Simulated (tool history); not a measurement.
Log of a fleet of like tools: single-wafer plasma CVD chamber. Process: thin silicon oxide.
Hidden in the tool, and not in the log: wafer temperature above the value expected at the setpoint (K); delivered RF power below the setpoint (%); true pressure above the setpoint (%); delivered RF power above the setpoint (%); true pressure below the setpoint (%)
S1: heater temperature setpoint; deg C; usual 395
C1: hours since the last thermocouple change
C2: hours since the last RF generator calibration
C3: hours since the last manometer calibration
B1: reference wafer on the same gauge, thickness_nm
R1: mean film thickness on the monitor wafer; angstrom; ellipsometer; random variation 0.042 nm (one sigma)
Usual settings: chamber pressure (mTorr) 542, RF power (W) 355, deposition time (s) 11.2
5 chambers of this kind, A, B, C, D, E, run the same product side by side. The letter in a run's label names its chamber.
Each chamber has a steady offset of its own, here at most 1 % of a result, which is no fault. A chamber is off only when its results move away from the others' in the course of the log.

{"run": "1C", "hour": 2.4, "S1": 395, "chamber pressure (mTorr)": 542, "RF power (W)": 355, "deposition time (s)": 11.2, "C1": 187.3, "C2": 629.5, "C3": 933.1, "B1": 12.702, "R1": 146.03}
{"run": "2E", "hour": 5.9, "S1": 395, "chamber pressure (mTorr)": 542, "RF power (W)": 355, "deposition time (s)": 11.2, "C1": 1446.1, "C2": 575.9, "C3": 1907, "B1": 12.7, "R1": 146.9}
{"run": "3B", "hour": 10.9, "S1": 395, "chamber pressure (mTorr)": 542, "RF power (W)": 355, "deposition time (s)": 11.2, "C1": 1182, "C2": 1305, "C3": 171.2, "B1": 12.701, "R1": 145.85}
{"run": "4A", "hour": 15.3, "S1": 395, "chamber pressure (mTorr)": 542, "RF power (W)": 355, "deposition time (s)": 11.2, "C1": 697.8, "C2": 353.4, "C3": 2216.3, "B1": 12.692, "R1": 146.01}
{"run": "5D", "hour": 19.8, "S1": 395, "chamber pressure (mTorr)": 419, "RF power (W)": 395, "deposition time (s)": 11.2, "C1": 1329.6, "C2": 1385.8, "C3": 548.3, "B1": 12.702, "R1": 113.77}
{"run": "6E", "hour": 21.9, "S1": 395, "chamber pressure (mTorr)": 419, "RF power (W)": 395, "deposition time (s)": 11.2, "C1": 1462.1, "C2": 591.9, "C3": 1923, "B1": 12.692, "R1": 112.83}
{"run": "7A", "hour": 24.6, "S1": 395, "chamber pressure (mTorr)": 419, "RF power (W)": 395, "deposition time (s)": 11.2, "C1": 707.1, "C2": 362.7, "C3": 2225.6, "B1": 12.705, "R1": 112.63}
{"run": "8C", "hour": 29.1, "S1": 395, "chamber pressure (mTorr)": 419, "RF power (W)": 395, "deposition time (s)": 11.2, "C1": 214, "C2": 656.2, "C3": 959.8, "B1": 12.698, "R1": 112.33}
{"run": "9D", "hour": 33.5, "S1": 395, "chamber pressure (mTorr)": 419, "RF power (W)": 395, "deposition time (s)": 11.2, "C1": 1343.3, "C2": 1399.5, "C3": 562, "B1": 12.702, "R1": 113.91}
{"run": "10B", "hour": 36.2, "S1": 395, "chamber pressure (mTorr)": 542, "RF power (W)": 355, "deposition time (s)": 11.2, "C1": 1207.3, "C2": 1330.3, "C3": 196.5, "B1": 12.701, "R1": 146.31}
{"run": "11B", "hour": 39.4, "S1": 395, "chamber pressure (mTorr)": 542, "RF power (W)": 355, "deposition time (s)": 11.2, "C1": 1210.5, "C2": 1333.5, "C3": 199.7, "B1": 12.703, "R1": 145.35}
{"run": "12E", "hour": 43.8, "S1": 395, "chamber pressure (mTorr)": 542, "RF power (W)": 355, "deposition time (s)": 11.2, "C1": 1484, "C2": 613.8, "C3": 1944.9, "B1": 12.694, "R1": 146.64}
{"run": "13D", "hour": 46.6, "S1": 395, "chamber pressure (mTorr)": 542, "RF power (W)": 355, "deposition time (s)": 11.2, "C1": 1356.4, "C2": 1412.6, "C3": 575.1, "B1": 12.692, "R1": 146.86}
{"run": "14A", "hour": 50.1, "S1": 395, "chamber pressure (mTorr)": 542, "RF power (W)": 355, "deposition time (s)": 11.2, "C1": 732.6, "C2": 388.2, "C3": 2251.1, "B1": 12.701, "R1": 146.37}
{"run": "15C", "hour": 54.1, "S1": 395, "chamber pressure (mTorr)": 542, "RF power (W)": 355, "deposition time (s)": 11.2, "C1": 239, "C2": 681.2, "C3": 984.8, "B1": 12.704, "R1": 144.14}
{"run": "16D", "hour": 56.5, "S1": 395, "chamber pressure (mTorr)": 469, "RF power (W)": 355, "deposition time (s)": 11.2, "C1": 1366.3, "C2": 1422.5, "C3": 585, "B1": 12.705, "R1": 125.4}
{"run": "17B", "hour": 60.6, "S1": 395, "chamber pressure (mTorr)": 469, "RF power (W)": 355, "deposition time (s)": 11.2, "C1": 1231.7, "C2": 1354.7, "C3": 220.9, "B1": 12.707, "R1": 123.66}
{"run": "18E", "hour": 64.5, "S1": 395, "chamber pressure (mTorr)": 469, "RF power (W)": 355, "deposition time (s)": 11.2, "C1": 1504.7, "C2": 634.5, "C3": 1965.6, "B1": 12.695, "R1": 125.87}
{"run": "19C", "hour": 68.2, "S1": 395, "chamber pressure (mTorr)": 469, "RF power (W)": 355, "deposition time (s)": 11.2, "C1": 253.1, "C2": 695.3, "C3": 998.9, "B1": 12.7, "R1": 122.49}
{"hour": 70.3, "done": "chamber A: capacitance manometer re-zeroed and calibrated"}
{"run": "20A", "hour": 71.5, "S1": 395, "chamber pressure (mTorr)": 469, "RF power (W)": 355, "deposition time (s)": 11.2, "C1": 754, "C2": 409.6, "C3": 1.3, "B1": 12.693, "R1": 124.36}
{"run": "21D", "hour": 76.0, "S1": 395, "chamber pressure (mTorr)": 542, "RF power (W)": 355, "deposition time (s)": 11.2, "C1": 1385.8, "C2": 1442, "C3": 604.5, "B1": 12.703, "R1": 147.17}
{"run": "22A", "hour": 78.3, "S1": 395, "chamber pressure (mTorr)": 641, "RF power (W)": 355, "deposition time (s)": 9.4, "C1": 760.8, "C2": 416.4, "C3": 8.1, "B1": 12.7, "R1": 148.66}
{"run": "23E", "hour": 81.2, "S1": 395, "chamber pressure (mTorr)": 641, "RF power (W)": 355, "deposition time (s)": 9.4, "C1": 1521.4, "C2": 651.2, "C3": 1982.3, "B1": 12.699, "R1": 148.78}
{"run": "24B", "hour": 83.8, "S1": 395, "chamber pressure (mTorr)": 641, "RF power (W)": 355, "deposition time (s)": 9.4, "C1": 1254.9, "C2": 1377.9, "C3": 244.1, "B1": 12.706, "R1": 147.33}
{"run": "25C", "hour": 87.9, "S1": 395, "chamber pressure (mTorr)": 641, "RF power (W)": 355, "deposition time (s)": 9.4, "C1": 272.8, "C2": 715, "C3": 1018.6, "B1": 12.703, "R1": 142.79}
{"run": "26C", "hour": 92.5, "S1": 395, "chamber pressure (mTorr)": 641, "RF power (W)": 355, "deposition time (s)": 9.4, "C1": 277.4, "C2": 719.6, "C3": 1023.2, "B1": 12.702, "R1": 142.7}
{"run": "27A", "hour": 95.7, "S1": 395, "chamber pressure (mTorr)": 542, "RF power (W)": 355, "deposition time (s)": 11.2, "C1": 778.2, "C2": 433.8, "C3": 25.5, "B1": 12.703, "R1": 146.11}
{"run": "28E", "hour": 98.9, "S1": 407, "chamber pressure (mTorr)": 542, "RF power (W)": 335, "deposition time (s)": 11.2, "C1": 1539.1, "C2": 668.9, "C3": 2000, "B1": 12.71, "R1": 143.05}
{"run": "29B", "hour": 103.3, "S1": 407, "chamber pressure (mTorr)": 542, "RF power (W)": 335, "deposition time (s)": 11.2, "C1": 1274.4, "C2": 1397.4, "C3": 263.6, "B1": 12.699, "R1": 141.9}
{"run": "30D", "hour": 105.5, "S1": 407, "chamber pressure (mTorr)": 542, "RF power (W)": 335, "deposition time (s)": 11.2, "C1": 1415.3, "C2": 1471.5, "C3": 634, "B1": 12.699, "R1": 142.61}
{"run": "31E", "hour": 107.9, "S1": 407, "chamber pressure (mTorr)": 542, "RF power (W)": 335, "deposition time (s)": 11.2, "C1": 1548.1, "C2": 677.9, "C3": 2009, "B1": 12.704, "R1": 143.29}

What goes on in this fleet: one chamber off, a drifting gauge, or nothing beyond the chambers' own small offsets? Name the chamber and the cause, if any.

Chamber C drifts away from the others.
Cause: true pressure below the setpoint (%) = 3.45.
The log may not tell that from: delivered RF power below the setpoint (%).

Here are 4 candidates for chamber C's next run, each the usual settings with a change, their results left as question marks. Which one brings its results back in line with what the others give on the usual settings?
In line means no further than this from the other chambers' mean on the usual settings: R1 1.5 angstrom
{"run": "32C-1", "hour": 111.6, "S1": 395, "chamber pressure (mTorr)": 522, "RF power (W)": 350, "deposition time (s)": 11, "R1": "?"}
{"run": "32C-2", "hour": 111.6, "S1": 395, "chamber pressure (mTorr)": 524, "RF power (W)": 350, "deposition time (s)": 11.2, "R1": "?"}
{"run": "32C-3", "hour": 111.6, "S1": 395, "chamber pressure (mTorr)": 542, "RF power (W)": 365, "deposition time (s)": 11.8, "R1": "?"}
{"run": "32C-4", "hour": 111.6, "S1": 395, "chamber pressure (mTorr)": 542, "RF power (W)": 395, "deposition time (s)": 11.2, "R1": "?"}

The other chambers' mean on the usual settings: R1 146.59 angstrom
run=32C-1 R1=132.34
run=32C-2 R1=135.31
run=32C-3 R1=150.33
run=32C-4 R1=146.78
32C-4 brings the chamber back in line.

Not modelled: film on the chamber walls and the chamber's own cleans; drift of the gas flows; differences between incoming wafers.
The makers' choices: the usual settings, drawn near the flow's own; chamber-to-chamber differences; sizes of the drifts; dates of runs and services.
